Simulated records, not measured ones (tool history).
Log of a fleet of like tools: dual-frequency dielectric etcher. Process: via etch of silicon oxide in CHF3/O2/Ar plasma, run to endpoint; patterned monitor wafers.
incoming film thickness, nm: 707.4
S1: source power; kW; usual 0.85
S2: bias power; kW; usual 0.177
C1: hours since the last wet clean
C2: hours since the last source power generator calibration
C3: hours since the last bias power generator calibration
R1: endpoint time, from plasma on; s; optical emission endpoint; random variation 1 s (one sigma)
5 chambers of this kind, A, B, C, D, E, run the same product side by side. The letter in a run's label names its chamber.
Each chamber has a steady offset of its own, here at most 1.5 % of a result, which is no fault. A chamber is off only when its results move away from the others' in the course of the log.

run   hour    S1     S2     C1      C2      C3      R1
 1D      7  0.85  0.177   86.6   951.9  3040.7   311.7
 2E     13  0.85  0.177  245.7  2030.7  3711.2  314.46
 3C   20.6  0.85  0.177  209.7  1317.5   671.4  316.01
 4B   32.6  0.85  0.177  281.8   910.6   195.2  311.34
 5A   42.7  0.85  0.177  500.7  3190.1  2983.1  316.08
 6D   51.4  0.85  0.177    131   996.3  3085.1  311.27
 7B   61.9  0.85  0.177  311.1   939.9   224.5   311.4
      70.3  -- chamber A: source power generator calibrated
 8E   71.2  0.85  0.177  303.9  2088.9  3769.4  316.63
 9C   84.1  0.85  0.177  273.2    1381   734.9   315.4
10A   89.8  0.85  0.177  547.8    19.5  3030.2  315.96
11A  101.4  0.85  0.177  559.4    31.1  3041.8  317.81
12C  111.9  0.85  0.177    301  1408.8   762.7  314.42
     120.6  -- chamber E: wet clean of the chamber
13B  120.9  0.78  0.157  370.1   998.9   283.5  334.55
14D  130.4  0.78  0.157    210  1075.3  3164.1   336.3
     136.2  -- chamber A: wet clean of the chamber
15E  140.1  0.78  0.157   19.5  2157.8  3838.3  338.79
16D  147.9  0.78  0.157  227.5  1092.8  3181.6   336.4
17B  157.5  0.78  0.157  406.7  1035.5   320.1  335.08
18E  169.2  0.85  0.177   48.6  2186.9  3867.4  315.24
19C  179.1  0.85  0.177  368.2    1476   829.9  318.15
20A  185.9  0.85  0.177   49.8   115.6  3126.3  314.02
21C  193.3  0.85  0.177  382.4  1490.2   844.1  317.93
22B  202.8  0.85  0.177    452  1080.8   365.4  313.73
23A  208.5  0.85  0.177   72.4   138.2  3148.9  317.17
24E  220.7  0.85  0.177  100.1  2238.4  3918.9   315.6
25D  227.9  0.99  0.177  307.5  1172.8  3261.6  293.55
26A  235.2  0.99  0.177   99.1   164.9  3175.6  297.42
27D  241.4  0.99  0.177    321  1186.3  3275.1  295.05
28C  247.7  0.99  0.177  436.8  1544.6   898.5  302.93
29E  253.9  0.99  0.177  133.3  2271.6  3952.1  298.53
30B  261.4  0.85  0.177  510.6  1139.4     424  310.31
31A  270.4  1.05  0.149  134.3   200.1  3210.8  306.81
32D  283.4  1.05  0.149    363  1228.3  3317.1  303.98
33B  292.2  1.05  0.149  541.4  1170.2   454.8  301.86
34E    302  1.05  0.149  181.4  2319.7  4000.2  306.38
35C    315  1.05  0.149  504.1  1611.9   965.8  314.82
36E  327.8  0.85  0.177  207.2  2345.5    4026  317.22
37A  337.6  0.99  0.177  201.5   267.3    3278  297.52
38C  347.1  0.99  0.177  536.2    1644   997.9  306.41
     354.4  -- chamber B: wet clean of the chamber
39D  355.2  0.99  0.177  434.8  1300.1  3388.9   294.8
40B  363.5  0.99  0.177    9.1  1241.5   526.1  293.76
41B  369.4  0.99  0.177     15  1247.4     532  292.35
42E  376.3  0.74   0.14  255.7    2394  4074.5  361.35
43D  387.1  0.74   0.14  466.7    1332  3420.8  354.39

All 5 chambers run these settings next. Forecast each chamber's results:
44A  396.5  0.85  0.177               ?
44B  396.5  0.85  0.177               ?
44C  396.5  0.85  0.177               ?
44D  396.5  0.85  0.177               ?
44E  396.5  0.85  0.177               ?

run      R1
44A  315.71
44B  310.36
44C  329.69
44D  312.94
44E  314.32
